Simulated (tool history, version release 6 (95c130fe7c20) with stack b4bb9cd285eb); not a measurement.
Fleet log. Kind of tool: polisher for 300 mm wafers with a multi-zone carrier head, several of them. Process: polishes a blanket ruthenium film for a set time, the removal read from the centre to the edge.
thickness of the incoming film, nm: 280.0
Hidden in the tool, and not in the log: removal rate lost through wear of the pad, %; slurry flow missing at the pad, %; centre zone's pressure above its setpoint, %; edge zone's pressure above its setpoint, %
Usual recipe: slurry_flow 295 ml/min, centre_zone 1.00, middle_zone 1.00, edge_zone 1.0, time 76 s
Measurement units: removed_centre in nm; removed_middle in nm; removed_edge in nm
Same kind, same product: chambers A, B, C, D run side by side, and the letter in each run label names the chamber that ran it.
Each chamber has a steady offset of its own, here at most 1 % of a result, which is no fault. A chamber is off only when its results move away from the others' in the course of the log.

| run | hour | slurry_flow | centre_zone | middle_zone | edge_zone | time | wafers polished on this pad | hours since the slurry nozzle was cleaned | hours since the centre zone pressure was calibrated | hours since the edge zone pressure was calibrated | removed_centre | removed_middle | removed_edge |
|---|---|---|---|---|---|---|---|---|---|---|---|---|---|
|  | 0.8 | chamber A: worn pad replaced by a new one |
| 1B | 5.5 | 295 | 1.00 | 1.00 | 1.0 | 76 | 478 | 59.1 | 36.9 | 781.5 | 76.772 | 75.910 | 77.358 |
| 2D | 15.5 | 295 | 1.00 | 1.00 | 1.0 | 76 | 933 | 99.9 | 102.6 | 1014.8 | 77.241 | 76.549 | 75.425 |
| 3C | 24.4 | 295 | 1.00 | 1.00 | 1.0 | 76 | 833 | 63.8 | 141.2 | 240.4 | 76.793 | 74.888 | 76.369 |
|  | 28.5 | chamber B: worn pad replaced by a new one |
| 4A | 31.1 | 295 | 1.00 | 1.00 | 1.0 | 76 | 367 | 227.7 | 814.7 | 133.0 | 77.268 | 75.497 | 75.767 |
|  | 35.8 | chamber D: worn pad replaced by a new one |
| 5D | 40.7 | 295 | 1.00 | 1.00 | 1.1 | 76 | 60 | 125.1 | 127.8 | 1040.0 | 77.191 | 76.759 | 78.869 |
| 6C | 47.7 | 295 | 1.00 | 1.00 | 1.1 | 76 | 1115 | 87.1 | 164.5 | 263.7 | 75.824 | 74.144 | 78.384 |
| 7A | 54.1 | 295 | 1.00 | 1.00 | 1.1 | 76 | 646 | 250.7 | 837.7 | 156.0 | 77.420 | 76.895 | 78.413 |
|  | 54.5 | chamber A: worn pad replaced by a new one |
| 8B | 64.1 | 295 | 1.00 | 1.00 | 1.1 | 76 | 431 | 117.7 | 95.5 | 840.1 | 76.099 | 75.547 | 79.641 |
| 9D | 72.6 | 295 | 1.00 | 1.00 | 1.0 | 76 | 446 | 157.0 | 159.7 | 1071.9 | 76.345 | 75.629 | 76.777 |
| 10A | 78.1 | 295 | 1.00 | 1.00 | 1.0 | 76 | 286 | 274.7 | 861.7 | 180.0 | 77.470 | 76.205 | 77.308 |
| 11B | 85.1 | 295 | 0.96 | 1.00 | 1.0 | 76 | 686 | 138.7 | 116.5 | 861.1 | 74.323 | 76.609 | 76.285 |
|  | 89.4 | chamber B: worn pad replaced by a new one |
| 12C | 95.7 | 295 | 0.96 | 1.00 | 1.0 | 76 | 1697 | 135.1 | 212.5 | 311.7 | 71.206 | 72.630 | 74.756 |
|  | 99.1 | chamber A: worn pad replaced by a new one |
| 13C | 102.8 | 295 | 0.96 | 1.00 | 1.0 | 76 | 1783 | 142.2 | 219.6 | 318.8 | 70.126 | 73.425 | 75.116 |
| 14D | 109.3 | 295 | 0.96 | 1.00 | 1.0 | 76 | 891 | 193.7 | 196.4 | 1108.6 | 73.641 | 76.164 | 76.108 |
| 15A | 118.4 | 295 | 1.00 | 1.00 | 1.0 | 76 | 234 | 315.0 | 902.0 | 220.3 | 76.964 | 77.353 | 76.620 |
| 16B | 125.3 | 295 | 1.00 | 1.00 | 1.0 | 76 | 435 | 178.9 | 156.7 | 901.3 | 76.267 | 75.986 | 75.443 |
|  | 128.5 | chamber D: worn pad replaced by a new one |
| 17B | 130.9 | 295 | 1.00 | 1.00 | 1.0 | 76 | 503 | 184.5 | 162.3 | 906.9 | 76.189 | 76.198 | 76.423 |
| 18A | 137.0 | 295 | 1.00 | 1.00 | 1.0 | 76 | 460 | 333.6 | 920.6 | 238.9 | 77.364 | 76.305 | 76.548 |
| 19D | 146.3 | 295 | 1.00 | 1.00 | 1.0 | 76 | 216 | 230.7 | 233.4 | 1145.6 | 77.015 | 77.371 | 76.242 |
|  | 153.7 | chamber B: worn pad replaced by a new one |
|  | 154.4 | chamber A: worn pad replaced by a new one |
| 20C | 154.5 | 295 | 0.92 | 1.00 | 1.0 | 76 | 2409 | 193.9 | 271.3 | 370.5 | 66.168 | 70.115 | 72.035 |
|  | 158.6 | chamber A: slurry nozzle cleaned |
| 21B | 164.6 | 295 | 0.92 | 1.00 | 1.0 | 76 | 132 | 218.2 | 196.0 | 940.6 | 69.786 | 78.075 | 75.735 |
| 22C | 171.2 | 295 | 0.92 | 1.00 | 1.0 | 76 | 2612 | 210.6 | 288.0 | 387.2 | 65.110 | 72.233 | 72.768 |
| 23D | 176.3 | 295 | 0.92 | 1.00 | 1.0 | 76 | 579 | 260.7 | 263.4 | 1175.6 | 69.863 | 77.533 | 75.338 |
| 24A | 185.2 | 295 | 1.00 | 1.00 | 1.0 | 76 | 373 | 26.7 | 968.8 | 287.1 | 77.240 | 77.245 | 76.677 |
| 25C | 195.3 | 295 | 1.00 | 1.00 | 1.0 | 76 | 2904 | 234.7 | 312.1 | 411.3 | 70.382 | 68.724 | 71.636 |
|  | 198.2 | chamber D: centre zone pressure recalibrated |
| 26D | 205.7 | 295 | 1.00 | 1.00 | 1.0 | 76 | 936 | 290.1 | 7.5 | 1205.0 | 77.384 | 76.929 | 76.456 |
|  | 206.4 | chamber D: worn pad replaced by a new one |
|  | 207.0 | chamber A: worn pad replaced by a new one |
| 27B | 210.8 | 385 | 1.00 | 0.95 | 1.0 | 76 | 692 | 264.4 | 242.2 | 986.8 | 78.169 | 75.612 | 76.746 |
| 28A | 218.3 | 385 | 1.00 | 0.95 | 1.0 | 76 | 137 | 59.8 | 1001.9 | 320.2 | 79.534 | 73.419 | 76.732 |
|  | 218.9 | chamber B: worn pad replaced by a new one |
| 29D | 226.6 | 385 | 1.00 | 0.95 | 1.0 | 76 | 244 | 311.0 | 28.4 | 1225.9 | 79.531 | 74.636 | 76.239 |
| 30A | 236.3 | 385 | 1.00 | 0.95 | 1.0 | 76 | 356 | 77.8 | 1019.9 | 338.2 | 78.104 | 74.958 | 77.291 |
|  | 238.0 | chamber B: slurry nozzle cleaned |
| 31C | 241.3 | 295 | 1.00 | 1.00 | 1.0 | 76 | 3461 | 280.7 | 358.1 | 457.3 | 69.051 | 68.883 | 70.306 |
| 32B | 247.1 | 295 | 1.00 | 1.00 | 1.0 | 76 | 342 | 9.2 | 278.5 | 1023.1 | 76.328 | 79.753 | 75.127 |
| 33D | 255.3 | 295 | 1.00 | 1.00 | 1.0 | 76 | 592 | 339.7 | 57.1 | 1254.6 | 76.102 | 77.040 | 77.206 |

All 4 chambers run these settings next. Forecast each chamber's results:
| 34A | 262.9 | 265 | 1.00 | 1.00 | 1.0 | 76 |  |  |  |  | ? | ? | ? |
| 34B | 262.9 | 265 | 1.00 | 1.00 | 1.0 | 76 |  |  |  |  | ? | ? | ? |
| 34C | 262.9 | 265 | 1.00 | 1.00 | 1.0 | 76 |  |  |  |  | ? | ? | ? |
| 34D | 262.9 | 265 | 1.00 | 1.00 | 1.0 | 76 |  |  |  |  | ? | ? | ? |

| run | removed_centre | removed_middle | removed_edge |
|---|---|---|---|
| 34A | 76.752 | 76.953 | 75.049 |
| 34B | 74.893 | 77.261 | 75.509 |
| 34C | 67.677 | 67.614 | 68.854 |
| 34D | 75.678 | 73.850 | 73.998 |

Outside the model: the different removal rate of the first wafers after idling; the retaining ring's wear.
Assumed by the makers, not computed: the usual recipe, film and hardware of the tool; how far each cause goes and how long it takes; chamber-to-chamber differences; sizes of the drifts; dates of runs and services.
